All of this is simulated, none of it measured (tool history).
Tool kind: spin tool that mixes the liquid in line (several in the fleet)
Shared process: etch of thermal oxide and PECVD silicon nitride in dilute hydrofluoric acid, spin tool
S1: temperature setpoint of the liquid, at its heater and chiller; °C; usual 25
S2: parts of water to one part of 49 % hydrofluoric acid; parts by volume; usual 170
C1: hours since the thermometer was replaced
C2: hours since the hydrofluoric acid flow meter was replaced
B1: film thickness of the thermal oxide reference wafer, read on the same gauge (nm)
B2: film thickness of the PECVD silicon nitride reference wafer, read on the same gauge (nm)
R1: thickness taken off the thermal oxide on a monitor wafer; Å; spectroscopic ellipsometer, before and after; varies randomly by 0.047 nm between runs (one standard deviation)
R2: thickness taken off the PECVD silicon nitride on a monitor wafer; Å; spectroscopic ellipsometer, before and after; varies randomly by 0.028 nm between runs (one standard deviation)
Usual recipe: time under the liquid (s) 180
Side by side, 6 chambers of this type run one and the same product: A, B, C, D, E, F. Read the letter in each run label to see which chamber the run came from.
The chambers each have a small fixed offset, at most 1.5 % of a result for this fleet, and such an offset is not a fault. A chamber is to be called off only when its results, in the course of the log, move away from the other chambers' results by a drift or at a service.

Run 1F, hour 9.4: usual settings; C1 1615.3; C2 2305.8; B1 129.96; B2 100.020. Result: R1 48.719 Å, R2 18.776 Å.
Run 2B, hour 15.4: usual settings; C1 1685.6; C2 618.7; B1 129.95; B2 99.998. Result: R1 49.485 Å, R2 19.488 Å.
Run 3A, hour 21.6: usual settings; C1 1815.8; C2 469.6; B1 129.99; B2 100.010. Result: R1 49.366 Å, R2 19.698 Å.
Run 4C, hour 27.6: usual settings; C1 475.9; C2 1220.0; B1 129.96; B2 99.986. Result: R1 48.809 Å, R2 18.966 Å.
Run 5D, hour 37.1: usual settings; C1 1512.3; C2 1411.3; B1 129.99; B2 100.000. Result: R1 49.678 Å, R2 19.698 Å.
Run 6E, hour 44.0: usual settings; C1 609.0; C2 453.1; B1 129.98; B2 99.994. Result: R1 49.087 Å, R2 19.649 Å.
Run 7C, hour 51.0: usual settings; C1 499.3; C2 1243.4; B1 129.95; B2 99.989. Result: R1 48.396 Å, R2 19.298 Å.
At hour 53.0: chamber F: hydrofluoric acid flow meter replaced.
At hour 55.4: chamber B: hydrofluoric acid flow meter replaced.
Run 8F, hour 62.9: usual settings but S1 21 °C; C1 1668.8; C2 9.9; B1 129.99; B2 99.982. Result: R1 41.707 Å, R2 14.645 Å.
Run 9A, hour 75.3: usual settings but S1 21 °C; C1 1869.5; C2 523.3; B1 130.01; B2 99.987. Result: R1 42.212 Å, R2 14.439 Å.
Run 10B, hour 84.0: usual settings but S1 21 °C; C1 1754.2; C2 28.6; B1 130.00; B2 99.994. Result: R1 42.524 Å, R2 14.938 Å.
Run 11E, hour 90.2: usual settings but S1 21 °C; C1 655.2; C2 499.3; B1 130.00; B2 100.000. Result: R1 41.890 Å, R2 14.579 Å.
Run 12D, hour 95.6: usual settings but S1 21 °C; C1 1570.8; C2 1469.8; B1 130.02; B2 100.010. Result: R1 42.162 Å, R2 15.204 Å.
Run 13A, hour 101.9: usual settings but S1 21 °C; C1 1896.1; C2 549.9; B1 130.03; B2 100.020. Result: R1 42.766 Å, R2 14.883 Å.
Run 14E, hour 110.8: usual settings; C1 675.8; C2 519.9; B1 129.95; B2 100.010. Result: R1 48.040 Å, R2 19.643 Å.
At hour 116.4: chamber E: thermometer replaced.
Run 15B, hour 119.8: usual settings; C1 1790.0; C2 64.4; B1 130.01; B2 99.985. Result: R1 49.901 Å, R2 19.270 Å.
Run 16F, hour 127.6: usual settings; C1 1733.5; C2 74.6; B1 130.01; B2 100.020. Result: R1 49.068 Å, R2 19.343 Å.
Run 17C, hour 138.3: usual settings; C1 586.6; C2 1330.7; B1 130.01; B2 99.972. Result: R1 48.597 Å, R2 19.326 Å.
Run 18D, hour 144.2: usual settings; C1 1619.4; C2 1518.4; B1 129.95; B2 99.994. Result: R1 49.678 Å, R2 19.185 Å.
Run 19D, hour 150.9: usual settings; C1 1626.1; C2 1525.1; B1 130.02; B2 100.030. Result: R1 49.916 Å, R2 19.688 Å.
Run 20F, hour 159.4: usual settings; C1 1765.3; C2 106.4; B1 130.00; B2 100.030. Result: R1 49.227 Å, R2 19.213 Å.
Run 21B, hour 168.2: usual settings but S2 115 parts by volume; C1 1838.4; C2 112.8; B1 130.05; B2 100.010. Result: R1 77.770 Å, R2 28.732 Å.
Run 22C, hour 177.6: usual settings but S2 115 parts by volume; C1 625.9; C2 1370.0; B1 129.96; B2 100.000. Result: R1 77.802 Å, R2 27.782 Å.
Run 23A, hour 188.4: usual settings but S2 115 parts by volume; C1 1982.6; C2 636.4; B1 130.01; B2 99.962. Result: R1 77.592 Å, R2 28.244 Å.
Run 24E, hour 199.8: usual settings but S2 115 parts by volume; C1 83.5; C2 608.9; B1 129.99; B2 100.010. Result: R1 77.256 Å, R2 28.345 Å.
Run 25C, hour 211.0: usual settings but S2 115 parts by volume; C1 659.3; C2 1403.4; B1 129.95; B2 100.010. Result: R1 76.986 Å, R2 28.514 Å.
Run 26D, hour 216.8: usual settings but S2 115 parts by volume; C1 1692.0; C2 1591.0; B1 130.01; B2 100.000. Result: R1 77.123 Å, R2 28.379 Å.
Run 27A, hour 226.0: usual settings; C1 2020.2; C2 674.0; B1 129.97; B2 99.997. Result: R1 49.893 Å, R2 18.975 Å.
Run 28F, hour 234.9: usual settings but S2 110 parts by volume, time under the liquid (s) 270; C1 1840.8; C2 181.9; B1 129.96; B2 100.000. Result: R1 121.270 Å, R2 44.024 Å.
At hour 236.3: chamber D: hydrofluoric acid flow meter replaced.
Run 29E, hour 242.9: usual settings but S2 110 parts by volume, time under the liquid (s) 270; C1 126.6; C2 652.0; B1 130.04; B2 100.000. Result: R1 120.720 Å, R2 44.862 Å.
Run 30B, hour 248.4: usual settings but S2 110 parts by volume, time under the liquid (s) 270; C1 1918.6; C2 193.0; B1 129.97; B2 100.010. Result: R1 123.950 Å, R2 44.974 Å.
Run 31F, hour 260.8: usual settings but S2 110 parts by volume, time under the liquid (s) 270; C1 1866.7; C2 207.8; B1 129.96; B2 99.994. Result: R1 121.820 Å, R2 44.521 Å.
Run 32C, hour 266.5: usual settings but S2 110 parts by volume, time under the liquid (s) 270; C1 714.8; C2 1458.9; B1 130.05; B2 99.986. Result: R1 121.310 Å, R2 44.813 Å.
Run 33E, hour 272.2: usual settings but S2 110 parts by volume, time under the liquid (s) 270; C1 155.9; C2 681.3; B1 129.95; B2 99.988. Result: R1 121.440 Å, R2 44.716 Å.
Run 34B, hour 284.3: usual settings; C1 1954.5; C2 228.9; B1 130.00; B2 99.994. Result: R1 49.642 Å, R2 18.973 Å.
Run 35A, hour 292.9: usual settings; C1 2087.1; C2 740.9; B1 130.02; B2 99.988. Result: R1 50.362 Å, R2 19.020 Å.
Run 36D, hour 300.7: usual settings; C1 1775.9; C2 64.5; B1 130.02; B2 99.999. Result: R1 48.877 Å, R2 19.773 Å.
Run 37E, hour 308.7: usual settings; C1 192.4; C2 717.8; B1 129.99; B2 99.999. Result: R1 48.827 Å, R2 19.508 Å.
Run 38C, hour 316.2: usual settings but S2 130 parts by volume; C1 764.5; C2 1508.6; B1 130.02; B2 100.010. Result: R1 67.315 Å, R2 25.452 Å.
Run 39D, hour 327.8: usual settings but S2 130 parts by volume; C1 1803.0; C2 91.6; B1 129.98; B2 100.010. Result: R1 68.850 Å, R2 26.345 Å.
Run 40A, hour 333.5: usual settings but S2 130 parts by volume; C1 2127.7; C2 781.5; B1 129.99; B2 100.010. Result: R1 67.903 Å, R2 25.596 Å.
Run 41F, hour 345.5: usual settings but S2 130 parts by volume; C1 1951.4; C2 292.5; B1 129.99; B2 100.010. Result: R1 66.411 Å, R2 25.186 Å.

Next, every chamber runs the same settings. What will each give?
Run 42A, hour 354.5: usual settings. Result: R1 ?, R2 ?.
Run 42B, hour 354.5: usual settings. Result: R1 ?, R2 ?.
Run 42C, hour 354.5: usual settings. Result: R1 ?, R2 ?.
Run 42D, hour 354.5: usual settings. Result: R1 ?, R2 ?.
Run 42E, hour 354.5: usual settings. Result: R1 ?, R2 ?.
Run 42F, hour 354.5: usual settings. Result: R1 ?, R2 ?.

run      R1      R2
42A  49.527  19.183
42B  49.392  19.393
42C  48.214  19.418
42D  48.596  19.320
42E  48.502  18.953
42F  48.925  19.184

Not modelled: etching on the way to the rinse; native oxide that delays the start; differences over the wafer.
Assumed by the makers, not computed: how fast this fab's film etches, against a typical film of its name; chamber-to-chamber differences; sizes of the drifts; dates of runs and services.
